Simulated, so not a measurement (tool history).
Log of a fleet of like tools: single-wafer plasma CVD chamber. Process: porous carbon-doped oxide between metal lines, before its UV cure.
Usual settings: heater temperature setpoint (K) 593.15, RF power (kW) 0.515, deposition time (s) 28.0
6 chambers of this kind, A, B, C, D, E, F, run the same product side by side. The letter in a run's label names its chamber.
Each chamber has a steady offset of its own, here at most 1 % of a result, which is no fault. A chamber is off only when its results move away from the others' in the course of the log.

run,hour,heater temperature setpoint (K),RF power (kW),deposition time (s),hours since the last thermocouple change,hours since the last RF generator calibration,"read-back reference wafer on the same gauge, thickness_nm",mean film thickness on the monitor wafer (angstrom)
1C,4.3,593.15,0.515,28.0,778.2,393.5,161.08,1386.0
2E,10.7,593.15,0.515,28.0,1622.5,608.6,161.03,1405.1
3F,15.5,593.15,0.515,28.0,470.2,404.1,160.89,1401.6
4B,20.4,593.15,0.515,28.0,568.3,373.4,160.84,1386.6
5A,24.5,593.15,0.515,28.0,1243.1,2086.8,161.04,1393.1
6D,28.5,593.15,0.515,28.0,1284.2,1590.2,161.13,1383.4
7D,32.2,593.15,0.515,28.0,1287.9,1593.9,160.99,1383.7
8C,38.9,593.15,0.515,28.0,812.8,428.1,160.97,1383.2
9F,43.7,593.15,0.515,25.2,498.4,432.3,161.17,1257.7
10A,49.3,593.15,0.515,25.2,1267.9,2111.6,160.96,1256.0
# hour 51.5: chamber A: RF generator calibrated
11B,54.7,593.15,0.515,25.2,602.6,407.7,161.00,1251.0
12E,58.8,593.15,0.515,25.2,1670.6,656.7,161.07,1263.3
13E,63.1,593.15,0.515,25.2,1674.9,661.0,160.93,1269.2
14D,69.5,593.15,0.515,25.2,1325.2,1631.2,161.03,1246.8
15A,76.0,593.15,0.515,28.0,1294.6,24.5,161.01,1389.2
16C,79.3,593.15,0.515,28.0,853.2,468.5,160.96,1378.9
17B,82.8,593.15,0.515,28.0,630.7,435.8,160.94,1384.3
18F,86.7,593.15,0.515,28.0,541.4,475.3,160.94,1394.8
19A,91.8,593.15,0.515,28.0,1310.4,40.3,160.99,1386.2
20B,97.4,593.15,0.515,28.0,645.3,450.4,161.00,1381.4
21E,101.8,593.15,0.515,28.0,1713.6,699.7,161.04,1396.9
22F,108.8,593.15,0.515,28.0,563.5,497.4,161.02,1401.6
23D,112.5,593.15,0.515,28.0,1368.2,1674.2,161.00,1384.0
24C,118.0,593.15,0.515,28.0,891.9,507.2,160.97,1388.0
25D,124.4,593.15,0.515,28.0,1380.1,1686.1,161.07,1391.6
26B,128.2,593.15,0.515,28.0,676.1,481.2,161.10,1384.6
27A,133.0,593.15,0.570,33.3,1351.6,81.5,161.08,1752.6
28C,138.8,593.15,0.570,33.3,912.7,528.0,161.05,1748.3
29F,145.8,593.15,0.570,33.3,600.5,534.4,160.86,1767.4
30E,151.7,593.15,0.570,33.3,1763.5,749.6,160.97,1749.3
31D,156.1,593.15,0.570,33.3,1411.8,1717.8,160.89,1762.7
32A,162.4,593.15,0.570,33.3,1381.0,110.9,161.00,1754.8
33F,166.2,593.15,0.515,28.0,620.9,554.8,160.92,1398.8
34E,169.7,593.15,0.515,28.0,1781.5,767.6,161.08,1376.1
35B,174.3,593.15,0.515,28.0,722.2,527.3,160.91,1390.2
36C,179.4,593.15,0.515,28.0,953.3,568.6,161.06,1393.5
# hour 180.4: chamber D: thermocouple changed; heater temperature recalibrated
37E,184.9,593.15,0.515,28.0,1796.7,782.8,160.95,1373.1
38D,191.5,593.15,0.515,28.0,11.2,1753.2,161.09,1389.5
39F,195.2,593.15,0.515,28.0,649.9,583.8,161.06,1389.9
40A,200.0,593.15,0.515,28.0,1418.6,148.5,161.04,1387.9
41B,206.0,593.15,0.515,28.0,753.9,559.0,161.07,1385.9
42C,212.3,593.15,0.515,28.0,986.2,601.5,161.04,1384.0

What goes on in this fleet: one chamber off, a drifting gauge, or nothing beyond the chambers' own small offsets? Name the chamber and the cause, if any.

Chamber E drifts away from the others.
Cause: delivered RF power below the setpoint (%) = 4.32.
The log may not tell that from: wafer temperature above the value expected at the setpoint (K).

Here are 4 candidates for chamber E's next run, each the usual settings with a change, their results left as question marks. Which one brings its results back in line with what the others give on the usual settings?
In line means no further than this from the other chambers' mean on the usual settings: mean film thickness on the monitor wafer (angstrom) 15.0
43E-1,217.4,593.15,0.525,28.7,,,,?
43E-2,217.4,593.15,0.520,28.3,,,,?
43E-3,217.4,594.15,0.505,27.4,,,,?
43E-4,217.4,593.15,0.515,27.6,,,,?

The other chambers' mean on the usual settings: mean film thickness on the monitor wafer (angstrom) 1388.5
run,mean film thickness on the monitor wafer (angstrom)
43E-1,1416.1
43E-2,1388.1
43E-3,1312.7
43E-4,1346.2
43E-2 brings the chamber back in line.
